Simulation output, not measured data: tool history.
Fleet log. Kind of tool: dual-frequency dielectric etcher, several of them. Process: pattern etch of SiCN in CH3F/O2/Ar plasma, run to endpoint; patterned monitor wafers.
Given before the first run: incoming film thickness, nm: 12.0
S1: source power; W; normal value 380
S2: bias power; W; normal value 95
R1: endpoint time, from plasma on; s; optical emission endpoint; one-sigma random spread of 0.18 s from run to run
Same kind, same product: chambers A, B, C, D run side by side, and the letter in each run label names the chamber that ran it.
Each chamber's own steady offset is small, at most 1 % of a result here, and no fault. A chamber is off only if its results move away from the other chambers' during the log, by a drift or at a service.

| run | day | S1 | S2 | R1 |
|---|---|---|---|---|
| 1C | 0.225 | 380 | 95 | 29.635 |
| 2A | 0.400 | 380 | 95 | 29.130 |
| 3D | 0.604 | 380 | 95 | 29.702 |
| 4B | 0.792 | 380 | 95 | 29.267 |
|  | 0.821 | chamber A: wet clean of the chamber |
| 5B | 0.992 | 380 | 95 | 29.478 |
| 6A | 1.175 | 380 | 95 | 29.311 |
| 7D | 1.358 | 380 | 95 | 29.670 |
| 8C | 1.512 | 380 | 95 | 29.608 |
| 9C | 1.717 | 380 | 95 | 29.722 |
| 10A | 1.942 | 380 | 95 | 29.489 |
| 11B | 2.150 | 380 | 95 | 29.126 |
| 12D | 2.308 | 380 | 95 | 29.284 |
| 13B | 2.462 | 380 | 95 | 29.297 |
| 14C | 2.579 | 380 | 95 | 29.318 |
| 15D | 2.775 | 380 | 95 | 29.681 |
| 16A | 2.988 | 380 | 95 | 29.258 |
| 17A | 3.146 | 380 | 95 | 29.016 |
| 18B | 3.342 | 380 | 95 | 29.284 |
| 19D | 3.562 | 380 | 95 | 29.776 |
| 20C | 3.671 | 380 | 95 | 29.753 |
| 21C | 3.838 | 380 | 95 | 29.576 |
| 22A | 4.038 | 380 | 95 | 29.361 |
| 23D | 4.183 | 380 | 95 | 29.904 |
| 24B | 4.404 | 380 | 95 | 29.389 |
| 25B | 4.542 | 380 | 95 | 29.123 |
| 26A | 4.688 | 380 | 95 | 29.731 |
| 27C | 4.792 | 380 | 95 | 29.775 |
| 28D | 4.962 | 380 | 95 | 29.701 |
| 29B | 5.142 | 380 | 95 | 29.462 |
| 30D | 5.346 | 380 | 95 | 29.622 |
| 31A | 5.554 | 380 | 95 | 29.280 |
| 32C | 5.738 | 380 | 95 | 29.697 |
| 33D | 5.942 | 380 | 95 | 29.625 |
| 34B | 6.050 | 380 | 95 | 29.233 |
| 35A | 6.196 | 380 | 95 | 29.334 |
| 36C | 6.325 | 380 | 95 | 29.569 |
| 37C | 6.450 | 380 | 95 | 29.470 |
| 38B | 6.567 | 380 | 95 | 29.547 |
| 39D | 6.675 | 340 | 81 | 33.042 |
| 40A | 6.775 | 340 | 81 | 33.049 |
| 41B | 6.992 | 340 | 81 | 32.646 |

Does one chamber stand apart from the rest, does the shared gauge drift, or is all well apart from small per-chamber offsets? Give the chamber and the most likely cause, where there is one.

Beyond each chamber's small constant offset nothing stands out, and the gauge stays steady.

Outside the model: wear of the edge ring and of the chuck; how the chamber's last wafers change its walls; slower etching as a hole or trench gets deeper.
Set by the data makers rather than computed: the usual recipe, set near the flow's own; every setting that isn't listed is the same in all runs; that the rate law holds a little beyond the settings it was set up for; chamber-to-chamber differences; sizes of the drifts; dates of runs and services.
